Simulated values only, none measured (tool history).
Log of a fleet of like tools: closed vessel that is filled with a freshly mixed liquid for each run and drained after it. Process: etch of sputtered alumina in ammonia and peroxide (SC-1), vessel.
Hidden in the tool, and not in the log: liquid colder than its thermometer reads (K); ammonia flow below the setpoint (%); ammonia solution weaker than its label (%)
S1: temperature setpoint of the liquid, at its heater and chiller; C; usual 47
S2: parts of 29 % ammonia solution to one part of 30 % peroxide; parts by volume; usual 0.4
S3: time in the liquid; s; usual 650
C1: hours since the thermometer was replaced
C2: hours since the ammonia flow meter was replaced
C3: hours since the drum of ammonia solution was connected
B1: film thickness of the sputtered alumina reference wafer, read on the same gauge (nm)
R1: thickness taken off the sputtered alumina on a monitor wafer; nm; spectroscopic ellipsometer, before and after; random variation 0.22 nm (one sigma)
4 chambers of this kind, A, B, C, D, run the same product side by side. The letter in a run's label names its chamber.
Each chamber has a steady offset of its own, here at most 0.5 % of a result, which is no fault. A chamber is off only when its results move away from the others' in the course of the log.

run	hour	S1	S2	S3	C1	C2	C3	B1	R1
1D	13.9	47	0.4	650	386.1	32.1	174.7	59.979	24.352
2B	25.1	47	0.4	650	1298.6	584	494.7	60.013	24.012
# hour 28.2: chamber B: new drum of ammonia solution connected
3C	38.6	47	0.4	650	89.8	477.6	425.9	59.993	23.75
4A	48.8	47	0.4	650	1350.3	1333.5	643.4	59.98	24.107
5D	56.2	47	0.4	650	428.4	74.4	217	60.032	24.077
6A	70.4	47	0.4	650	1371.9	1355.1	665	60.007	23.684
7C	77.5	47	0.5	310	128.7	516.5	464.8	60	11.719
8B	83.7	47	0.5	310	1357.2	642.6	55.6	60.009	11.339
9A	93.5	47	0.5	310	1395	1378.2	688.1	60.015	11.712
10C	105.8	47	0.5	310	157	544.8	493.1	59.963	11.605
11D	113.1	47	0.4	650	485.3	131.3	273.9	59.987	23.918
# hour 121.1: chamber A: thermometer replaced
12B	124	47	0.4	650	1397.5	682.9	95.9	59.999	24.097
13A	132.5	47	0.4	650	11.5	1417.2	727.1	59.984	24.17
14D	145.7	39.5	0.3	650	517.9	163.9	306.5	59.981	15.365
15C	155.4	39.5	0.3	650	206.6	594.4	542.7	59.996	15.006
# hour 164: chamber C: new drum of ammonia solution connected
16B	166.9	39.5	0.3	650	1440.4	725.8	138.8	59.998	14.752
# hour 175.8: chamber D: new drum of ammonia solution connected
17B	179.7	39.5	0.3	650	1453.2	738.6	151.6	60.022	14.806
18D	188.4	47	0.4	650	560.6	206.6	12.7	60.002	24.168
19A	196.3	38	0.5	650	75.3	1481	790.9	59.987	14.511
20C	204.1	38	0.5	650	255.3	643.1	40.2	60.018	14.65
21A	213	38	0.5	650	92	1497.7	807.6	59.982	14.738
22D	219.6	38	0.5	650	591.8	237.8	43.9	60.007	14.6
23B	233.4	47	0.4	650	1506.9	792.3	205.3	59.94	22.992
24C	243.1	47	0.4	650	294.3	682.1	79.2	60.034	23.998
# hour 247.2: chamber D: thermometer replaced
25D	257.2	47	0.4	650	10.1	275.4	81.5	59.972	24.21
# hour 266.8: chamber A: new drum of ammonia solution connected
26C	267.4	47	0.4	650	318.6	706.4	103.5	60.003	23.876
27B	279.6	52.5	0.4	650	1553.1	838.5	251.5	59.983	31.132
28A	288.6	52.5	0.4	650	167.6	1573.3	21.8	59.991	32.534
29D	295.3	52.5	0.4	650	48.2	313.5	119.6	60.002	33.089
30A	302.1	52.5	0.4	650	181.1	1586.8	35.3	59.98	32.744
31B	311.6	47	0.4	650	1585.1	870.5	283.5	59.986	22.472
32C	320	47	0.4	650	371.2	759	156.1	60.012	23.882
33D	328.5	47	0.4	650	81.4	346.7	152.8	60.024	24.088
34A	341.3	47	0.4	650	220.3	1626	74.5	59.954	24.468
35B	350.8	47	0.4	650	1624.3	909.7	322.7	59.998	22.687
36C	359.3	47	0.4	650	410.5	798.3	195.4	59.985	23.848
37D	370	47	0.4	650	122.9	388.2	194.3	60.042	23.539
38C	380.5	47	0.4	650	431.7	819.5	216.6	59.97	23.837
# hour 380.8: chamber B: ammonia flow meter replaced
39B	393.7	47	0.4	650	1667.2	12.9	365.6	60.037	22.474
40A	406.2	47	0.4	650	285.2	1690.9	139.4	60.003	24.209
41A	420.5	47	0.4	650	299.5	1705.2	153.7	59.988	24.264
42B	434.5	47	0.4	650	1708	53.7	406.4	60.003	22.068
43D	442.7	47	0.4	650	195.6	460.9	267	59.998	23.997
44C	448.9	47	0.4	650	500.1	887.9	285	60.026	23.944

All 4 chambers run these settings next. Forecast each chamber's results:
45A	459.2	47	0.4	650					?
45B	459.2	47	0.4	650					?
45C	459.2	47	0.4	650					?
45D	459.2	47	0.4	650					?

run	R1
45A	24.283
45B	21.405
45C	24.073
45D	23.886

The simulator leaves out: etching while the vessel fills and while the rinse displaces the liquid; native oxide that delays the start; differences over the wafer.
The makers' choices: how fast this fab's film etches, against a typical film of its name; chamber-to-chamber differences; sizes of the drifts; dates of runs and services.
